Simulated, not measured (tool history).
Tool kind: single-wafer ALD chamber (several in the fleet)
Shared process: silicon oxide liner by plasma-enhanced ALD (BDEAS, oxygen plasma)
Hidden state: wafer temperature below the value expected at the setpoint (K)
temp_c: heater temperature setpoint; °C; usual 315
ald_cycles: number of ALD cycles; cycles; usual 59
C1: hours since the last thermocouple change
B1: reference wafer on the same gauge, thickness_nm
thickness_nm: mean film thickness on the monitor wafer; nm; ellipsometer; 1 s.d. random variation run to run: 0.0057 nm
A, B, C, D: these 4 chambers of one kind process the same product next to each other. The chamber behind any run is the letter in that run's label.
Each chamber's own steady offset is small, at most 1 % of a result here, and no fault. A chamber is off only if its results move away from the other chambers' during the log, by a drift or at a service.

{"run": "1B", "hour": 9.5, "temp_c": 315, "ald_cycles": 59, "C1": 1848.9, "B1": 5.3903, "thickness_nm": 5.3561}
{"run": "2D", "hour": 20.7, "temp_c": 315, "ald_cycles": 59, "C1": 1082.1, "B1": 5.388, "thickness_nm": 5.372}
{"run": "3A", "hour": 28.1, "temp_c": 315, "ald_cycles": 59, "C1": 1425.9, "B1": 5.3872, "thickness_nm": 5.3175}
{"run": "4C", "hour": 40.5, "temp_c": 315, "ald_cycles": 59, "C1": 1301.3, "B1": 5.3849, "thickness_nm": 5.3768}
{"run": "5A", "hour": 46.2, "temp_c": 315, "ald_cycles": 59, "C1": 1444.0, "B1": 5.3856, "thickness_nm": 5.3155}
{"run": "6B", "hour": 54.2, "temp_c": 315, "ald_cycles": 59, "C1": 1893.6, "B1": 5.3834, "thickness_nm": 5.3494}
{"run": "7C", "hour": 64.2, "temp_c": 315, "ald_cycles": 59, "C1": 1325.0, "B1": 5.3827, "thickness_nm": 5.3831}
{"run": "8D", "hour": 77.1, "temp_c": 304, "ald_cycles": 47, "C1": 1138.5, "B1": 5.381, "thickness_nm": 4.3419}
{"run": "9B", "hour": 86.3, "temp_c": 304, "ald_cycles": 47, "C1": 1925.7, "B1": 5.3819, "thickness_nm": 4.3279}
{"run": "10A", "hour": 92.0, "temp_c": 304, "ald_cycles": 47, "C1": 1489.8, "B1": 5.3795, "thickness_nm": 4.3015}
{"run": "11D", "hour": 99.6, "temp_c": 304, "ald_cycles": 47, "C1": 1161.0, "B1": 5.3801, "thickness_nm": 4.3317}
{"run": "12C", "hour": 110.0, "temp_c": 315, "ald_cycles": 59, "C1": 1370.8, "B1": 5.3791, "thickness_nm": 5.3757}
{"run": "13A", "hour": 118.8, "temp_c": 315, "ald_cycles": 59, "C1": 1516.6, "B1": 5.377, "thickness_nm": 5.306}
{"run": "14B", "hour": 124.6, "temp_c": 315, "ald_cycles": 59, "C1": 1964.0, "B1": 5.378, "thickness_nm": 5.3393}
{"run": "15C", "hour": 137.0, "temp_c": 307, "ald_cycles": 68, "C1": 1397.8, "B1": 5.3756, "thickness_nm": 6.2619}
{"run": "16D", "hour": 149.3, "temp_c": 307, "ald_cycles": 68, "C1": 1210.7, "B1": 5.3754, "thickness_nm": 6.2403}
{"run": "17D", "hour": 160.7, "temp_c": 307, "ald_cycles": 68, "C1": 1222.1, "B1": 5.3748, "thickness_nm": 6.2557}
{"run": "18B", "hour": 172.0, "temp_c": 307, "ald_cycles": 68, "C1": 2011.4, "B1": 5.3735, "thickness_nm": 6.22}
{"run": "19C", "hour": 184.2, "temp_c": 315, "ald_cycles": 59, "C1": 1445.0, "B1": 5.3716, "thickness_nm": 5.3814}
{"run": "20A", "hour": 194.7, "temp_c": 315, "ald_cycles": 59, "C1": 1592.5, "B1": 5.3707, "thickness_nm": 5.3021}
{"run": "21D", "hour": 206.9, "temp_c": 315, "ald_cycles": 59, "C1": 1268.3, "B1": 5.369, "thickness_nm": 5.3499}
{"hour": 216.6, "done": "chamber B: thermocouple changed; heater temperature recalibrated"}
{"run": "22B", "hour": 218.4, "temp_c": 305, "ald_cycles": 48, "C1": 1.9, "B1": 5.3703, "thickness_nm": 4.4051}
{"run": "23A", "hour": 226.6, "temp_c": 305, "ald_cycles": 48, "C1": 1624.4, "B1": 5.3692, "thickness_nm": 4.3817}
{"run": "24C", "hour": 237.4, "temp_c": 305, "ald_cycles": 48, "C1": 1498.2, "B1": 5.3674, "thickness_nm": 4.4333}

Which is it: a chamber that has drifted or been left off by a service, a gauge drift common to all chambers, or only each chamber's usual small offset? If a chamber is off, name it and its likeliest cause.

The shared gauge is drifting. All chambers look as if they move in step, but none is off.
What lies behind it: gauge reads low (%) = 0.443.

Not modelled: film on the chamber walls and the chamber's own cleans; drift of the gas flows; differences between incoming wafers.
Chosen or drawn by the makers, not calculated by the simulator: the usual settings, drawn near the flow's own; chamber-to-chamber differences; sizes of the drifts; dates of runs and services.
